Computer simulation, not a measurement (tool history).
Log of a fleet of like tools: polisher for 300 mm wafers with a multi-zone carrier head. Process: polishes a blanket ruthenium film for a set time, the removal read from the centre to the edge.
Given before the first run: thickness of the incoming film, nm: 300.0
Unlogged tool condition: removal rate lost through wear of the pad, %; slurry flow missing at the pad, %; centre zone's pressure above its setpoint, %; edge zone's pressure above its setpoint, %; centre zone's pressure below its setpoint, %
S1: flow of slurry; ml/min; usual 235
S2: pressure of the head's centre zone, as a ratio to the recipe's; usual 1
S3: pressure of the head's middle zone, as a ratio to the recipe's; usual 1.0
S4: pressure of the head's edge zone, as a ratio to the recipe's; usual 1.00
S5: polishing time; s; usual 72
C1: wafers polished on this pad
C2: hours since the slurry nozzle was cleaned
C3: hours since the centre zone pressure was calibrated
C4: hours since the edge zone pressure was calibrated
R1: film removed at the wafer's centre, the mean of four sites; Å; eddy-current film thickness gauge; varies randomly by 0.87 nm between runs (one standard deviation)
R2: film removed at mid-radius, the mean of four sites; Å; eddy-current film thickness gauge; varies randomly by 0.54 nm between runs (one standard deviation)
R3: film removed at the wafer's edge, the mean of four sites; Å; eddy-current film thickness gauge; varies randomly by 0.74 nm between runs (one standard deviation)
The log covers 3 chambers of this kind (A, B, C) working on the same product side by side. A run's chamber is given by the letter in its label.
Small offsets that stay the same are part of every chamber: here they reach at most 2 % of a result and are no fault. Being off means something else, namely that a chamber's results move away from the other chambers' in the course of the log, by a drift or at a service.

run   hour   S1  S2   S3    S4  S5    C1     C2      C3     C4      R1      R2      R3
 1A    5.3  235   1  1.0  1.00  72   278  121.6   876.3   33.0  676.60  677.89  672.29
 2B   10.6  235   1  1.0  1.00  72   432  604.5   259.9  657.9  672.76  684.80  685.70
 3C   14.6  235   1  1.0  1.00  72   322  197.4    20.7  759.3  662.99  669.14  669.75
 4C   17.5  235   1  1.0  1.00  72   353  200.3    23.6  762.2  662.06  668.05  672.38
      21.7  -- chamber A: worn pad replaced by a new one
 5A   22.0  235   1  1.0  1.00  72     3  138.3   893.0   49.7  655.48  679.75  691.37
 6B   26.4  235   1  1.0  1.00  72   598  620.3   275.7  673.7  677.48  683.68  680.50
 7A   32.0  235   1  1.0  1.00  72   108  148.3   903.0   59.7  670.14  684.45  667.82
 8B   38.0  235   1  1.0  1.00  72   720  631.9   287.3  685.3  662.64  670.03  677.83
 9C   43.1  235   1  1.0  1.00  72   622  225.9    49.2  787.8  665.98  666.84  673.44
      44.9  -- chamber C: worn pad replaced by a new one
10B   46.9  235   1  1.0  1.00  72   813  640.8   296.2  694.2  673.50  674.04  677.95
11C   50.0  235   1  1.0  1.00  72    53  232.8    56.1  794.7  675.06  660.69  673.09
12A   55.7  235   1  1.0  1.00  72   357  172.0   926.7   83.4  684.86  684.72  673.57
13A   60.8  235   1  1.0  1.11  72   411  177.1   931.8   88.5  656.48  680.43  723.10
14B   64.5  235   1  1.0  1.11  72   998  658.4   313.8  711.8  648.82  677.04  723.83
      65.0  -- chamber A: worn pad replaced by a new one
15C   70.3  235   1  1.0  1.11  72   267  253.1    76.4  815.0  658.21  664.60  708.52
16B   74.0  235   1  1.0  1.00  72  1098  667.9   323.3  721.3  655.71  680.04  685.96
17C   77.8  235   1  1.0  1.00  72   346  260.6    83.9  822.5  679.84  666.76  669.64
18A   82.9  235   1  1.0  1.00  72   188  199.2   953.9  110.6  675.74  668.87  680.18
19B   88.3  235   1  1.0  1.00  72  1248  682.2   337.6  735.6  624.43  683.16  679.93
20C   92.0  235   1  1.0  1.00  72   495  274.8    98.1  836.7  660.18  673.33  672.98
21A   97.3  235   1  1.0  1.00  72   340  213.6   968.3  125.0  672.74  678.57  669.74
22A  100.1  235   1  1.0  1.00  72   369  216.4   971.1  127.8  665.41  672.80  665.42
     100.2  -- chamber B: worn pad replaced by a new one
     103.0  -- chamber C: worn pad replaced by a new one
23C  104.7  235   1  1.0  1.00  72    18  287.5   110.8  849.4  666.60  662.72  675.70
24B  107.8  235   1  1.0  1.00  72    80  701.7   357.1  755.1  649.69  683.06  672.83
25C  111.2  235   1  1.0  1.00  72    86  294.0   117.3  855.9  673.73  665.12  672.25
26A  114.9  235   1  1.1  1.00  72   525  231.2   985.9  142.6  679.42  742.55  672.69
     119.0  -- chamber A: worn pad replaced by a new one
27B  120.7  235   1  1.1  1.00  72   216  714.6   370.0  768.0  619.16  735.18  672.58
28A  125.2  235   1  1.1  1.00  72    65  241.5   996.2  152.9  673.98  746.51  662.45
29C  128.1  235   1  1.0  1.00  72   264  310.9   134.2  872.8  673.51  666.94  665.99
30B  130.8  210   1  1.0  1.08  72   322  724.7   380.1  778.1  601.30  665.57  692.07
31A  133.9  210   1  1.0  1.08  72   156  250.2  1004.9  161.6  661.59  671.49  689.45
32C  138.2  210   1  1.0  1.08  72   370  321.0   144.3  882.9  665.44  653.28  685.79
33B  144.0  235   1  1.0  1.00  72   461  737.9   393.3  791.3  602.89  679.22  681.90
34B  148.6  235   1  1.0  1.00  72   509  742.5   397.9  795.9  604.76  673.74  682.25
35A  152.1  235   1  1.0  1.00  72   348  268.4  1023.1  179.8  665.19  679.11  671.14
36C  155.6  235   1  1.0  1.00  72   553  338.4   161.7  900.3  674.93  670.50  670.97

Does one chamber stand apart from the rest, does the shared gauge drift, or is all well apart from small per-chamber offsets? Give the chamber and the most likely cause, where there is one.

Little by little, chamber B moves away from the other chambers.
Cause: centre zone's pressure below its setpoint, % = 9.49.

Below are 4 candidate recipes for chamber B's next run, each the usual settings with a change, their results shown as question marks. Which of them brings B's results back in line with what the other chambers give on the usual settings?
In line here means within this much of the mean the other chambers give on the usual settings: R1 30.00 Å; R2 19.00 Å; R3 26.00 Å
37B-1  159.9  225  0.85  1.02  1.06  72                   ?   ?   ?
37B-2  159.9  245  1.17  0.97  0.94  72                   ?   ?   ?
37B-3  159.9  230  0.91  1.01  1.03  72                   ?   ?   ?
37B-4  159.9  240  1.09  0.99  0.97  72                   ?   ?   ?

Mean of the other chambers on the usual settings: R1 670.07 Å; R2 671.02 Å; R3 668.01 Å
  run      R1      R2      R3
37B-1  500.09  690.09  697.08
37B-2  720.80  664.84  659.70
37B-3  541.60  685.59  687.87
37B-4  665.32  676.04  669.13
37B-4 brings the chamber back in line.
